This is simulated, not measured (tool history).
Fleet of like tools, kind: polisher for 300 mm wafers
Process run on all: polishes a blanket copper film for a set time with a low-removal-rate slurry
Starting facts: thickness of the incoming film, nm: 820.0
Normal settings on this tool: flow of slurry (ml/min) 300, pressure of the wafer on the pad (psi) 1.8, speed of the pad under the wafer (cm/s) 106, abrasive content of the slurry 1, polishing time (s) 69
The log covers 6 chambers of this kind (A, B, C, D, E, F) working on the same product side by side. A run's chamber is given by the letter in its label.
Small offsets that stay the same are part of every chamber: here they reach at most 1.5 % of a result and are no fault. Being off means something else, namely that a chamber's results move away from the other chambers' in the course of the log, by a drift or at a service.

run,hour,flow of slurry (ml/min),pressure of the wafer on the pad (psi),speed of the pad under the wafer (cm/s),abrasive content of the slurry,polishing time (s),film removed (nm)
1C,4,300,1.8,106,1,69,126.79
2A,10.1,300,1.8,106,1,69,126.69
# hour 13.3: chamber C: worn pad replaced by a new one
# hour 15.6: chamber C: slurry blender recalibrated
3F,16.4,300,1.8,106,1,69,129
4D,23.4,300,1.8,106,1,69,124.78
# hour 26.7: chamber A: worn pad replaced by a new one
5E,28.1,300,1.8,106,1,69,125.47
# hour 33.6: chamber B: worn pad replaced by a new one
6B,34.3,300,1.8,106,1,69,125.83
7D,39.6,300,1.8,106,1,69,125.98
# hour 42.4: chamber D: worn pad replaced by a new one
8E,45.2,300,1.8,106,1,69,124.54
# hour 47.5: chamber E: slurry blender recalibrated
9C,50.1,300,1.8,106,1,69,126.84
10B,55.7,300,1.8,106,1,69,125.42
11A,63.8,400,1.8,106,1,69,128.62
12F,68.4,400,1.8,106,1,69,128.93
# hour 72.2: chamber E: worn pad replaced by a new one
13E,76.9,400,1.8,106,1,69,126.77
# hour 80.6: chamber F: worn pad replaced by a new one
14C,82.5,400,1.8,106,1,69,129.53
# hour 85.7: chamber F: slurry blender recalibrated
15F,91.2,400,1.8,106,1,69,131.02
16A,98.2,400,1.8,106,1,69,130.17
17D,103.4,300,1.8,106,1,69,125.44
18B,107.9,300,1.8,106,1,69,126.45
# hour 110.3: chamber A: slurry nozzle cleaned
19D,115.6,300,1.8,106,1,69,125.6
20B,121.3,300,1.8,106,1,69,125.95
# hour 125.8: chamber E: head pressure recalibrated
21E,126.2,300,1.8,106,1,69,118.08
22C,131.1,300,1.8,106,1,69,128.03
# hour 134.1: chamber C: slurry nozzle cleaned
23A,139.2,300,1.8,106,1,69,125.3
# hour 143.1: chamber C: worn pad replaced by a new one
24F,145.4,300,1.8,106,1,69,128.73
# hour 150.9: chamber C: slurry blender recalibrated
25B,150.9,300,1.8,142,1,69,168.72
# hour 157.7: chamber A: worn pad replaced by a new one
26E,158.2,300,1.8,142,1,69,159.47
# hour 162.6: chamber B: worn pad replaced by a new one
# hour 164.7: chamber B: head pressure recalibrated
27A,165.2,300,1.8,142,1,69,169.43
28D,170.4,300,1.8,142,1,69,167.88
# hour 170.7: chamber D: slurry blender recalibrated
# hour 173: chamber D: worn pad replaced by a new one
# hour 173.2: chamber F: worn pad replaced by a new one
29F,177.3,300,1.8,142,1,69,170.12
# hour 178.3: chamber F: slurry blender recalibrated
# hour 183.5: chamber E: slurry nozzle cleaned
30C,184.2,300,1.8,142,1,69,171.75
31A,190.4,300,1.8,106,1,69,124.57
# hour 195.2: chamber E: worn pad replaced by a new one
32D,195.7,300,1.8,106,1,69,126.26
33E,203.2,300,1.8,106,1,69,117.86
34C,208.1,300,1.8,106,1,69,127.49
35F,215.2,300,1.8,106,1,69,128.61
36B,219.7,300,1.8,106,1,69,125.02
37F,226.3,365,1.8,106,1,69,130.29
38C,234,365,1.8,106,1,69,129
39E,238.2,365,1.8,106,1,69,119.71
40A,243.7,365,1.8,106,1,69,126.87
41B,250.6,365,1.8,106,1,69,128.29
42D,255.2,365,1.8,106,1,69,127.32
43D,262.4,230,1.8,106,1,69,122.69

Which is it: a chamber that has drifted or been left off by a service, a gauge drift common to all chambers, or only each chamber's usual small offset? If a chamber is off, name it and its likeliest cause.

Chamber E has stood off from the others ever since a service on it.
Most likely cause: head's pressure below its setpoint, % = 5.44.

Chamber E could run next with any of the 4 candidate recipes listed below; each alters the usual settings, and their results appear as question marks. Which one brings its results back in line with what the other chambers deliver on the usual settings?
A result is in line if it is within this distance of the other chambers' mean on the usual settings: film removed (nm) 3.2
44E-1,268.7,300,1.8,102,1,67,?
44E-2,268.7,315,1.8,106,1.1,69,?
44E-3,268.7,300,1.8,114,1,69,?
44E-4,268.7,300,1.8,106,1,68,?

Usual-settings mean across the other chambers: film removed (nm) 126.32
run,film removed (nm)
44E-1,110.35
44E-2,121.13
44E-3,127.22
44E-4,116.46
44E-3 is the one that brings the chamber's results back in line with the other chambers.
